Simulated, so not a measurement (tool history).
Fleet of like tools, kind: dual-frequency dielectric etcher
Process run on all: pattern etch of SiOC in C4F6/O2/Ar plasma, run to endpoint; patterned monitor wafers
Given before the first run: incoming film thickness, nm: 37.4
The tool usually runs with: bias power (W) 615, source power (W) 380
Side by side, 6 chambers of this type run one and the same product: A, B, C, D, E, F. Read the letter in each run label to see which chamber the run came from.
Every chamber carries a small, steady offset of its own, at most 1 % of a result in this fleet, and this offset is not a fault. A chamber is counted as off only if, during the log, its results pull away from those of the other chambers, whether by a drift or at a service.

run    day  bias power (W)  source power (W)  hours since the last wet clean  hours since the last bias power generator calibration  hours since the last source power generator calibration  endpoint time (s)
 1B  0.079             615               380                           196.2                                                 2127.4                                                    812.2             11.959
 2F  0.175             615               380                           575.0                                                  756.9                                                   1450.5             11.912
 3D  0.250             615               380                           129.4                                                  928.7                                                   1155.0             11.899
 4E  0.396             615               380                           567.8                                                 1644.8                                                    696.1             11.759
 5C  0.521             698               340                           101.6                                                  259.8                                                   2638.0             11.833
 6A  0.629             698               340                            24.4                                                 4824.2                                                    149.6             11.701
 7C  0.725             698               340                           106.5                                                  264.7                                                   2642.9             11.834
     0.871  -- chamber E: bias power generator calibrated
 8E  0.875             698               340                           579.3                                                    0.2                                                    707.6             11.768
 9A  1.025             698               340                            33.9                                                 4833.7                                                    159.1             11.689
10F  1.133             698               340                           598.0                                                  779.9                                                   1473.5             11.879
11B  1.229             615               380                           223.8                                                 2155.0                                                    839.8             11.921
12D  1.404             615               380                           157.1                                                  956.4                                                   1182.7             11.945
13A  1.492             615               380                            45.1                                                 4844.9                                                    170.3             11.699
14C  1.650             615               380                           128.7                                                  286.9                                                   2665.1             11.966
     1.783  -- chamber F: wet clean of the chamber
15F  1.812             615               380                             0.8                                                  796.2                                                   1489.8             11.946
16D  1.933             615               380                           169.8                                                  969.1                                                   1195.4             11.869
17E  2.054             667               340                           607.6                                                   28.5                                                    735.9             11.940
18B  2.188             667               340                           246.8                                                 2178.0                                                    862.8             11.975
19F  2.283             667               340                            12.1                                                  807.5                                                   1501.1             12.021
20E  2.362             667               340                           615.0                                                   35.9                                                    743.3             11.996
21B  2.525             667               340                           254.9                                                 2186.1                                                    870.9             11.952
22D  2.642             667               340                           186.8                                                  986.1                                                   1212.4             12.021
23C  2.750             615               380                           155.1                                                  313.3                                                   2691.5             11.914
     2.796  -- chamber E: wet clean of the chamber
24A  2.858             615               380                            77.9                                                 4877.7                                                    203.1             11.731
25F  2.946             615               380                            28.0                                                  823.4                                                   1517.0             11.882
26A  3.079             615               380                            83.2                                                 4883.0                                                    208.4             11.838
27E  3.175             615               380                             9.1                                                   55.4                                                    762.8             11.355
28B  3.300             615               480                           273.5                                                 2204.7                                                    889.5             10.907
29C  3.454             615               480                           172.0                                                  330.2                                                   2708.4             10.979
30D  3.579             615               480                           209.3                                                 1008.6                                                   1234.9             10.925
31A  3.721             615               480                            98.6                                                 4898.4                                                    223.8             10.895
32E  3.842             615               480                            25.1                                                   71.4                                                    778.8             10.500
33B  3.996             615               480                           290.2                                                 2221.4                                                    906.2             10.884
34F  4.079             615               380                            55.2                                                  850.6                                                   1544.2             11.939
35D  4.238             615               330                           225.1                                                 1024.4                                                   1250.7             12.480
36C  4.367             615               330                           193.9                                                  352.1                                                   2730.3             12.609
37A  4.496             615               330                           117.2                                                 4917.0                                                    242.4             12.394
38E  4.658             615               330                            44.7                                                   91.0                                                    798.4             12.129
39D  4.754             615               330                           237.5                                                 1036.8                                                   1263.1             12.535
40F  4.908             615               330                            75.1                                                  870.5                                                   1564.1             12.610

One chamber off, gauge drift, or nothing amiss beyond the chambers' own small offsets? If it is a chamber, which one, and what is the likeliest cause?

A service left chamber E off against the others.
Likeliest cause: etch rate over this chamber's usual, % = 3.56.

Below are 4 candidate recipes for chamber E's next run, each the usual settings with a change, their results shown as question marks. Which of them brings E's results back in line with what the other chambers give on the usual settings?
Maximum distance from the other chambers' mean on the usual settings for a result to count as in line: endpoint time (s) 0.160
41E-1  5.033             644               400                                                                                                                                                                  ?
41E-2  5.033             615               390                                                                                                                                                                  ?
41E-3  5.033             605               370                                                                                                                                                                  ?
41E-4  5.033             615               340                                                                                                                                                                  ?

What the other chambers average on the usual settings: endpoint time (s) 11.886
  run  endpoint time (s)
41E-1             11.017
41E-2             11.321
41E-3             11.615
41E-4             11.906
It is 41E-4 that realigns the chamber with its peers.
